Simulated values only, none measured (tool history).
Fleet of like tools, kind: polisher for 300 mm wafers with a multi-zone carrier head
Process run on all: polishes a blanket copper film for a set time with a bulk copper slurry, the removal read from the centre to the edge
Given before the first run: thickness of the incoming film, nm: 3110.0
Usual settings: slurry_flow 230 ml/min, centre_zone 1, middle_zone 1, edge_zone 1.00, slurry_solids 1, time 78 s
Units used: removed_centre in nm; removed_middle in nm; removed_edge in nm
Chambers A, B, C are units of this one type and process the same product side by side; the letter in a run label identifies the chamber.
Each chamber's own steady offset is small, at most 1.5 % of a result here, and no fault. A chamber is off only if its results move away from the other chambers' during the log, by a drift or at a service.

run 1A day=0.325 | slurry_flow=230 centre_zone=1 middle_zone=1 edge_zone=1.00 slurry_solids=1 time=78 | removed_centre=576.70 removed_middle=562.40 removed_edge=572.89
run 2B day=0.767 | slurry_flow=230 centre_zone=1 middle_zone=1 edge_zone=1.00 slurry_solids=1 time=78 | removed_centre=573.86 removed_middle=551.34 removed_edge=571.83
-- day=0.896 chamber B: worn pad replaced by a new one
run 3C day=1.342 | slurry_flow=230 centre_zone=1 middle_zone=1 edge_zone=1.00 slurry_solids=1 time=78 | removed_centre=563.19 removed_middle=573.19 removed_edge=579.83
run 4C day=1.692 | slurry_flow=230 centre_zone=1 middle_zone=1 edge_zone=1.00 slurry_solids=1 time=78 | removed_centre=563.82 removed_middle=567.49 removed_edge=586.70
-- day=2.054 chamber A: worn pad replaced by a new one
run 5A day=2.208 | slurry_flow=230 centre_zone=1 middle_zone=1 edge_zone=1.00 slurry_solids=1 time=78 | removed_centre=555.42 removed_middle=559.80 removed_edge=557.25
run 6B day=2.733 | slurry_flow=230 centre_zone=1 middle_zone=1 edge_zone=1.00 slurry_solids=1 time=78 | removed_centre=584.17 removed_middle=563.08 removed_edge=549.16
run 7C day=3.267 | slurry_flow=290 centre_zone=1 middle_zone=1 edge_zone=1.00 slurry_solids=1 time=78 | removed_centre=576.70 removed_middle=568.63 removed_edge=570.40
run 8A day=3.700 | slurry_flow=290 centre_zone=1 middle_zone=1 edge_zone=1.00 slurry_solids=1 time=78 | removed_centre=580.03 removed_middle=581.12 removed_edge=566.61
run 9B day=4.000 | slurry_flow=290 centre_zone=1 middle_zone=1 edge_zone=1.00 slurry_solids=1 time=78 | removed_centre=601.54 removed_middle=572.64 removed_edge=573.35
-- day=4.246 chamber A: worn pad replaced by a new one
run 10B day=4.362 | slurry_flow=230 centre_zone=1 middle_zone=1 edge_zone=1.00 slurry_solids=1 time=78 | removed_centre=573.10 removed_middle=555.19 removed_edge=557.26
run 11A day=4.788 | slurry_flow=230 centre_zone=1 middle_zone=1 edge_zone=1.00 slurry_solids=1 time=78 | removed_centre=563.63 removed_middle=565.94 removed_edge=563.70
-- day=5.004 chamber B: worn pad replaced by a new one
run 12C day=5.054 | slurry_flow=230 centre_zone=1 middle_zone=1 edge_zone=1.09 slurry_solids=1 time=78 | removed_centre=545.11 removed_middle=542.06 removed_edge=585.68
run 13B day=5.542 | slurry_flow=230 centre_zone=1 middle_zone=1 edge_zone=1.09 slurry_solids=1 time=78 | removed_centre=566.25 removed_middle=563.08 removed_edge=595.58
run 14C day=6.050 | slurry_flow=230 centre_zone=1 middle_zone=1 edge_zone=1.09 slurry_solids=1 time=78 | removed_centre=542.04 removed_middle=537.20 removed_edge=589.40
run 15A day=6.329 | slurry_flow=230 centre_zone=1 middle_zone=1 edge_zone=1.00 slurry_solids=1 time=78 | removed_centre=566.80 removed_middle=561.48 removed_edge=572.68
-- day=6.375 chamber A: worn pad replaced by a new one
run 16A day=6.592 | slurry_flow=230 centre_zone=1 middle_zone=1 edge_zone=1.00 slurry_solids=1 time=52 | removed_centre=381.61 removed_middle=380.64 removed_edge=378.35
-- day=6.721 chamber B: slurry nozzle cleaned
run 17B day=6.962 | slurry_flow=230 centre_zone=1 middle_zone=1 edge_zone=1.00 slurry_solids=1 time=52 | removed_centre=377.46 removed_middle=372.89 removed_edge=372.38
run 18C day=7.258 | slurry_flow=230 centre_zone=1 middle_zone=1 edge_zone=1.00 slurry_solids=1 time=52 | removed_centre=354.05 removed_middle=351.96 removed_edge=360.52
-- day=7.696 chamber A: centre zone pressure recalibrated
run 19C day=7.712 | slurry_flow=230 centre_zone=1 middle_zone=1 edge_zone=1.00 slurry_solids=1 time=52 | removed_centre=358.74 removed_middle=351.62 removed_edge=353.28
run 20B day=8.004 | slurry_flow=230 centre_zone=1 middle_zone=1 edge_zone=1.00 slurry_solids=1 time=52 | removed_centre=383.12 removed_middle=376.74 removed_edge=381.76
run 21A day=8.271 | slurry_flow=230 centre_zone=1 middle_zone=1 edge_zone=1.00 slurry_solids=1 time=52 | removed_centre=378.17 removed_middle=371.04 removed_edge=366.52
-- day=8.492 chamber A: worn pad replaced by a new one
run 22B day=8.625 | slurry_flow=230 centre_zone=1 middle_zone=1 edge_zone=1.00 slurry_solids=1 time=78 | removed_centre=572.33 removed_middle=560.52 removed_edge=568.40
-- day=8.779 chamber B: worn pad replaced by a new one
run 23C day=9.167 | slurry_flow=230 centre_zone=1 middle_zone=1 edge_zone=1.00 slurry_solids=1 time=78 | removed_centre=509.42 removed_middle=528.68 removed_edge=536.91
run 24A day=9.704 | slurry_flow=230 centre_zone=1 middle_zone=1 edge_zone=1.00 slurry_solids=1 time=78 | removed_centre=558.97 removed_middle=566.96 removed_edge=558.08
run 25C day=9.971 | slurry_flow=230 centre_zone=1 middle_zone=1 edge_zone=1.00 slurry_solids=1 time=78 | removed_centre=520.42 removed_middle=513.28 removed_edge=529.09
run 26B day=10.454 | slurry_flow=230 centre_zone=1 middle_zone=1 edge_zone=1.00 slurry_solids=1 time=78 | removed_centre=570.72 removed_middle=554.24 removed_edge=564.28

Decide between three cases: one chamber stands off from its peers, the gauge reading all wafers drifts, or nothing is wrong past each chamber's small offset. Where a chamber is off, say which and what most likely put it there.

It is chamber C that slowly wanders off from its peers.
What lies behind it: removal rate lost through wear of the pad, % = 9.91.

Here are 4 candidates for chamber C's next run, each the usual settings with a change, their results left as question marks. Which one brings its results back in line with what the others give on the usual settings?
In line means no further than this from the other chambers' mean on the usual settings: removed_centre 25.00 nm; removed_middle 14.00 nm; removed_edge 26.00 nm
run 27C-1 day=10.875 | slurry_flow=235 centre_zone=1.02 middle_zone=1.01 edge_zone=0.99 slurry_solids=1.00 time=85 | removed_centre=? removed_middle=? removed_edge=?
run 27C-2 day=10.875 | slurry_flow=225 centre_zone=0.98 middle_zone=0.99 edge_zone=1.01 slurry_solids=1.00 time=71 | removed_centre=? removed_middle=? removed_edge=?
run 27C-3 day=10.875 | slurry_flow=225 centre_zone=0.97 middle_zone=0.99 edge_zone=1.01 slurry_solids=1.00 time=67 | removed_centre=? removed_middle=? removed_edge=?
run 27C-4 day=10.875 | slurry_flow=235 centre_zone=1.03 middle_zone=1.01 edge_zone=0.99 slurry_solids=1.05 time=90 | removed_centre=? removed_middle=? removed_edge=?

Average result of the remaining chambers running the usual settings: removed_centre 569.49 nm; removed_middle 564.24 nm; removed_edge 564.98 nm
run=27C-1 removed_centre=568.18 removed_middle=562.20 removed_edge=560.53
run=27C-2 removed_centre=451.70 removed_middle=458.52 removed_edge=471.27
run=27C-3 removed_centre=421.55 removed_middle=432.71 removed_edge=444.72
run=27C-4 removed_centre=614.52 removed_middle=601.67 removed_edge=599.92
With 27C-1, the chamber falls back in line with the rest.
